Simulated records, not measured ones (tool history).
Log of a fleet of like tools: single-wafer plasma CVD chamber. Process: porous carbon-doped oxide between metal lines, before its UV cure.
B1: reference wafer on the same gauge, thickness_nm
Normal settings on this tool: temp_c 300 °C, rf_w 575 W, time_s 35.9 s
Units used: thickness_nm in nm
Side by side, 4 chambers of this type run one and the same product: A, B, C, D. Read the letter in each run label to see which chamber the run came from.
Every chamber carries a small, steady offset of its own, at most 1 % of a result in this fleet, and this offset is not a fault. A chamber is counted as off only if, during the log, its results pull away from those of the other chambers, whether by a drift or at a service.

run 1A day=0.162 | temp_c=300 rf_w=575 time_s=35.9 | B1=180.78 | thickness_nm=214.19
run 2B day=0.262 | temp_c=300 rf_w=575 time_s=35.9 | B1=180.82 | thickness_nm=212.42
run 3C day=0.392 | temp_c=300 rf_w=575 time_s=35.9 | B1=180.96 | thickness_nm=209.87
run 4D day=0.571 | temp_c=300 rf_w=575 time_s=35.9 | B1=181.08 | thickness_nm=210.42
run 5D day=0.708 | temp_c=300 rf_w=575 time_s=35.9 | B1=180.89 | thickness_nm=211.73
run 6C day=0.812 | temp_c=300 rf_w=575 time_s=35.9 | B1=181.25 | thickness_nm=209.44
run 7B day=0.9 | temp_c=300 rf_w=575 time_s=35.9 | B1=180.81 | thickness_nm=213.46
run 8A day=1.004 | temp_c=300 rf_w=575 time_s=35.9 | B1=180.81 | thickness_nm=211.82
run 9C day=1.175 | temp_c=300 rf_w=575 time_s=35.9 | B1=181.21 | thickness_nm=213.12
run 10A day=1.321 | temp_c=300 rf_w=575 time_s=35.9 | B1=181.3 | thickness_nm=212.43
run 11B day=1.425 | temp_c=300 rf_w=575 time_s=35.9 | B1=181.27 | thickness_nm=214.1
run 12D day=1.562 | temp_c=300 rf_w=575 time_s=35.9 | B1=181.07 | thickness_nm=211.01
run 13B day=1.667 | temp_c=300 rf_w=575 time_s=35.9 | B1=180.92 | thickness_nm=213.88
run 14A day=1.8 | temp_c=300 rf_w=575 time_s=35.9 | B1=181.05 | thickness_nm=212.53
run 15D day=1.925 | temp_c=300 rf_w=575 time_s=35.9 | B1=181 | thickness_nm=213.95
run 16C day=2.058 | temp_c=300 rf_w=575 time_s=35.9 | B1=180.96 | thickness_nm=211.99
run 17B day=2.15 | temp_c=300 rf_w=575 time_s=32.3 | B1=181.02 | thickness_nm=190.86
run 18A day=2.279 | temp_c=300 rf_w=575 time_s=32.3 | B1=180.71 | thickness_nm=190.97
run 19D day=2.442 | temp_c=300 rf_w=575 time_s=32.3 | B1=181.34 | thickness_nm=192.03
run 20C day=2.529 | temp_c=300 rf_w=575 time_s=32.3 | B1=180.92 | thickness_nm=192.04
run 21D day=2.688 | temp_c=300 rf_w=540 time_s=35.9 | B1=181.09 | thickness_nm=202.91
run 22A day=2.792 | temp_c=300 rf_w=540 time_s=35.9 | B1=180.73 | thickness_nm=203.74
run 23B day=2.95 | temp_c=300 rf_w=540 time_s=35.9 | B1=180.89 | thickness_nm=204.79
run 24C day=3.042 | temp_c=300 rf_w=540 time_s=35.9 | B1=181.2 | thickness_nm=202.47
run 25D day=3.188 | temp_c=300 rf_w=575 time_s=38.7 | B1=181.01 | thickness_nm=225.27
run 26A day=3.304 | temp_c=300 rf_w=575 time_s=38.7 | B1=180.89 | thickness_nm=225.5
run 27B day=3.446 | temp_c=300 rf_w=575 time_s=38.7 | B1=181.13 | thickness_nm=229.87
run 28C day=3.55 | temp_c=300 rf_w=575 time_s=38.7 | B1=180.91 | thickness_nm=226.12
run 29D day=3.733 | temp_c=300 rf_w=575 time_s=35.9 | B1=180.61 | thickness_nm=210.82
run 30B day=3.829 | temp_c=300 rf_w=575 time_s=35.9 | B1=180.79 | thickness_nm=214.21
run 31A day=3.971 | temp_c=307 rf_w=575 time_s=30.8 | B1=181.04 | thickness_nm=175.49
run 32C day=4.075 | temp_c=307 rf_w=575 time_s=30.8 | B1=181.02 | thickness_nm=174.77
run 33C day=4.238 | temp_c=307 rf_w=575 time_s=30.8 | B1=181.07 | thickness_nm=176.69
run 34A day=4.388 | temp_c=307 rf_w=575 time_s=30.8 | B1=181.08 | thickness_nm=174.4
run 35B day=4.492 | temp_c=300 rf_w=575 time_s=35.9 | B1=180.94 | thickness_nm=212.61
run 36D day=4.654 | temp_c=300 rf_w=575 time_s=35.9 | B1=181.11 | thickness_nm=213.59
run 37A day=4.767 | temp_c=300 rf_w=575 time_s=35.9 | B1=181.25 | thickness_nm=211.53
run 38B day=4.871 | temp_c=300 rf_w=575 time_s=35.9 | B1=181.16 | thickness_nm=213.74
run 39C day=5.042 | temp_c=311 rf_w=685 time_s=35.9 | B1=181.27 | thickness_nm=223.6

Has any chamber moved away from the others, gradually or after a service, or does the common gauge drift, or do the chambers differ only by their own small steady offsets? State the chamber and the most likely cause if one applies.

No chamber stands off beyond its own small offset, and the gauge holds steady.
